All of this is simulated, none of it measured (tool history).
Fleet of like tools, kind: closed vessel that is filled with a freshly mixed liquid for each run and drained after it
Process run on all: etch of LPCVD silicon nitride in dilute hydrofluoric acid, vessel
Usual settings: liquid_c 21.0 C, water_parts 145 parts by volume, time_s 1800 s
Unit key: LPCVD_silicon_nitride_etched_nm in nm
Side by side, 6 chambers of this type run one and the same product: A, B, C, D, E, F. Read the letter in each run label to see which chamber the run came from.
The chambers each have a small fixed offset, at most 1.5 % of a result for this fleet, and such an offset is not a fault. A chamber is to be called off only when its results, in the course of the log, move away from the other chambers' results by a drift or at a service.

run,hour,liquid_c,water_parts,time_s,"read-back film thickness of the LPCVD silicon nitride reference wafer, read on the same gauge (nm)",LPCVD_silicon_nitride_etched_nm
1B,13.5,21.0,145,1800,50.002,4.8911
2C,21.7,21.0,145,1800,49.998,4.9393
3A,33.2,21.0,145,1800,49.996,4.8982
4E,42.3,21.0,145,1800,49.993,4.9558
5F,49.0,21.0,145,1800,49.990,4.8539
6D,57.8,21.0,145,1800,49.976,4.9917
# hour 59.3: chamber E: hydrofluoric acid flow meter replaced
7B,65.5,21.0,145,1800,50.021,4.8505
8D,77.7,21.0,145,1800,50.004,4.9564
9E,89.6,21.0,145,1800,50.021,4.8849
10A,99.1,21.0,145,1800,50.035,4.9795
11F,110.6,21.0,145,1800,50.014,4.8694
12C,123.7,21.0,145,1800,50.013,4.9348
13B,130.6,21.0,145,2720,49.981,7.3271
14E,137.6,21.0,145,2720,50.025,7.2882
15A,146.6,21.0,145,2720,50.000,7.5944
16C,153.8,21.0,145,2720,49.997,7.3692
# hour 160.1: chamber F: hydrofluoric acid flow meter replaced
17D,163.4,21.0,145,2720,50.015,7.5414
# hour 169.2: chamber F: thermometer replaced
18F,174.2,21.0,145,2720,49.975,7.4916
19F,186.5,21.0,145,1800,49.982,4.9065
20E,193.7,21.0,145,1800,49.977,4.9543
21D,202.8,21.0,145,1800,49.992,4.9725
22C,210.3,17.0,145,930,49.985,1.9549
23A,224.4,17.0,145,930,49.997,1.8960
24B,231.9,17.0,145,930,49.963,1.9374
# hour 232.3: chamber E: thermometer replaced
25F,239.3,17.0,145,930,50.002,1.8988
26E,250.5,17.0,145,930,49.997,1.9523
27D,261.5,17.0,145,930,49.970,1.9443
28A,275.8,21.0,145,1800,50.034,4.7775
29C,285.5,21.0,145,1800,49.972,4.9159
30B,295.6,21.0,145,1800,50.010,4.9307
31C,302.1,21.0,145,1800,49.957,4.8831
32D,310.5,21.0,145,1800,49.974,4.9498
33B,321.9,22.5,145,925,50.009,2.7905
34F,329.3,22.5,145,925,50.014,2.8032
35E,337.7,22.5,145,925,50.017,2.8131
36A,344.6,22.5,145,925,49.999,2.5769
37F,353.2,22.5,145,925,50.015,2.7642
38E,365.0,22.5,145,925,49.994,2.7953
39D,375.5,21.0,145,1800,50.006,4.9778
40A,384.0,21.0,145,1800,50.003,4.4995
# hour 395.1: chamber B: thermometer replaced
41B,397.0,21.0,145,1800,49.977,4.8815
42C,405.6,21.0,145,1800,49.968,4.9598

Predict what each chamber gives when all 6 of them run the settings below next.
43A,415.8,21.0,145,1800,,?
43B,415.8,21.0,145,1800,,?
43C,415.8,21.0,145,1800,,?
43D,415.8,21.0,145,1800,,?
43E,415.8,21.0,145,1800,,?
43F,415.8,21.0,145,1800,,?

run,LPCVD_silicon_nitride_etched_nm
43A,4.3471
43B,4.8425
43C,4.9619
43D,4.9367
43E,4.9807
43F,4.9592
